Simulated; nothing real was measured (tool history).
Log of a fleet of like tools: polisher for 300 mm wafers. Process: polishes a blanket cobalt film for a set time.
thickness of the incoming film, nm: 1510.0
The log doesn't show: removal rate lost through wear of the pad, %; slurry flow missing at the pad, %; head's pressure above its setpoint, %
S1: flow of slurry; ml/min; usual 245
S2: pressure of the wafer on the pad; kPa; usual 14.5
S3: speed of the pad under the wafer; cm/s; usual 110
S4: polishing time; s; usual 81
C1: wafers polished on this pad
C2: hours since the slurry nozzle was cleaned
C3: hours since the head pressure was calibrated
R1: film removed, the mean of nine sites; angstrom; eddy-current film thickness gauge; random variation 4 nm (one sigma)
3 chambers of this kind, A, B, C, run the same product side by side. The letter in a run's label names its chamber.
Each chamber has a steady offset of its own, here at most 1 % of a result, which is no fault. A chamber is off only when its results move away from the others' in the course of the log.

run	hour	S1	S2	S3	S4	C1	C2	C3	R1
1A	12.5	245	14.5	110	81	493	622.6	924.1	4048.5
2C	20.4	245	14.5	110	81	922	43.3	210.9	4013.1
3B	28.5	245	14.5	110	81	456	243.8	1061.1	4019.4
# hour 34.8: chamber A: worn pad replaced by a new one
4A	39.6	245	14.5	110	81	55	649.7	951.2	3983.5
5B	50.5	245	14.5	110	81	708	265.8	1083.1	4055.2
# hour 54.8: chamber A: slurry nozzle cleaned
6C	60	245	14.5	110	81	1377	82.9	250.5	4058.8
# hour 63: chamber C: worn pad replaced by a new one
# hour 71.4: chamber B: worn pad replaced by a new one
7B	74.3	245	14.5	110	81	34	289.6	1106.9	4027.7
8C	83.3	245	14.5	110	81	233	106.2	273.8	4119.7
# hour 90.5: chamber A: worn pad replaced by a new one
9A	94.2	170	14.5	92	81	43	39.4	1005.8	3227.7
10A	102.8	170	14.5	92	81	141	48	1014.4	3195.7
11B	115.3	170	14.5	92	81	504	330.6	1147.9	3180.3
12C	123.3	245	14.5	110	81	692	146.2	313.8	4093.3
13C	137.6	245	15.9	110	81	857	160.5	328.1	4502.9
14B	145.6	245	15.9	110	81	852	360.9	1178.2	4359.5
# hour 150.3: chamber A: worn pad replaced by a new one
# hour 154.1: chamber B: worn pad replaced by a new one
15A	160.9	245	15.9	110	81	122	106.1	1072.5	4379.9
16C	175.6	245	14.5	110	81	1293	198.5	366.1	4017.9
# hour 184.8: chamber C: worn pad replaced by a new one
17A	186.7	325	13.1	110	81	418	131.9	1098.3	3749.4
18B	194.2	325	13.1	110	81	460	409.5	1226.8	3687.5
19A	203.5	325	13.1	110	81	611	148.7	1115.1	3707.7
# hour 207.7: chamber A: worn pad replaced by a new one
20B	211.5	245	14.5	110	81	659	426.8	1244.1	4057.5
21C	224.4	245	14.5	110	81	455	247.3	414.9	4011.6
22A	232.4	245	14.5	110	81	283	177.6	1144	3894.5
# hour 241.5: chamber B: worn pad replaced by a new one
23C	245.7	245	14.5	110	81	699	268.6	436.2	4093
24B	260	245	11.7	110	81	213	475.3	1292.6	3231.5
# hour 260.4: chamber A: worn pad replaced by a new one
25C	274.6	245	11.7	110	81	1031	297.5	465.1	3296
26A	283.9	245	11.7	110	81	270	229.1	1195.5	3204.5
27B	295.5	245	14.5	110	81	620	510.8	1328.1	4046

Next, every chamber runs the same settings. What will each give?
28A	306.8	245	16.5	110	81				?
28B	306.8	245	16.5	110	81				?
28C	306.8	245	16.5	110	81				?

run	R1
28A	4541.7
28B	4554.2
28C	4657.7
